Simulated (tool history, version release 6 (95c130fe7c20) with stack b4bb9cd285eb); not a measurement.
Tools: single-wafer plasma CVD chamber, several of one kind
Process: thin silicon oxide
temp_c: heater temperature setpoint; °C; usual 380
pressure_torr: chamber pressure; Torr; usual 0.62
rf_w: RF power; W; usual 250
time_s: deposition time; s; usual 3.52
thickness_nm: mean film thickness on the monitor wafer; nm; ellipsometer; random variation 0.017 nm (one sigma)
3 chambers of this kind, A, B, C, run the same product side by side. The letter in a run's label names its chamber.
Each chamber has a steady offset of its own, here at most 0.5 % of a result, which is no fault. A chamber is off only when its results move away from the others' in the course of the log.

run	day	temp_c	pressure_torr	rf_w	time_s	read-back reference wafer on the same gauge, thickness_nm	thickness_nm
1B	0.283	380	0.62	250	3.52	4.9302	4.6947
2C	0.608	380	0.62	250	3.52	4.9276	4.6743
3A	0.900	380	0.62	250	3.52	4.9334	4.6415
4C	1.283	380	0.62	250	3.52	4.9310	4.6931
5B	1.617	380	0.62	250	3.52	4.9284	4.6983
6A	1.921	380	0.62	250	3.52	4.9285	4.6374
7A	2.275	380	0.62	250	3.52	4.9304	4.6658
8B	2.638	375	0.62	250	4.18	4.9302	5.5843
9C	2.958	375	0.62	250	4.18	4.9281	5.6144
10B	3.325	375	0.62	250	4.18	4.9284	5.5494
11A	3.512	380	0.62	250	3.52	4.9313	4.6196
12C	3.875	380	0.62	250	3.52	4.9319	4.6894
13B	4.167	380	0.62	250	3.52	4.9283	4.6824
14A	4.383	369	0.62	250	3.52	4.9293	4.6843
15C	4.758	369	0.62	250	3.52	4.9313	4.7304
16A	5.117	369	0.62	250	3.52	4.9329	4.6991
17B	5.308	380	0.62	250	3.52	4.9345	4.6633
18C	5.617	380	0.62	250	3.52	4.9271	4.6841
19C	5.950	380	0.62	250	3.52	4.9331	4.6958
20A	6.333	380	0.62	250	3.52	4.9241	4.6532
21B	6.758	380	0.62	250	3.52	4.9294	4.6678
22A	7.112	380	0.62	250	3.52	4.9322	4.6690
23B	7.462	380	0.62	250	3.52	4.9292	4.6766
24C	7.758	380	0.62	250	3.52	4.9291	4.7085
25C	8.100	368	0.62	250	3.52	4.9327	4.7272
26B	8.342	368	0.62	250	3.52	4.9275	4.6951

Is one chamber off against the others, does the gauge drift, or is nothing wrong? If a chamber is off, say which, and what the likeliest cause is.

No chamber stands off beyond its own small offset, and the gauge holds steady.

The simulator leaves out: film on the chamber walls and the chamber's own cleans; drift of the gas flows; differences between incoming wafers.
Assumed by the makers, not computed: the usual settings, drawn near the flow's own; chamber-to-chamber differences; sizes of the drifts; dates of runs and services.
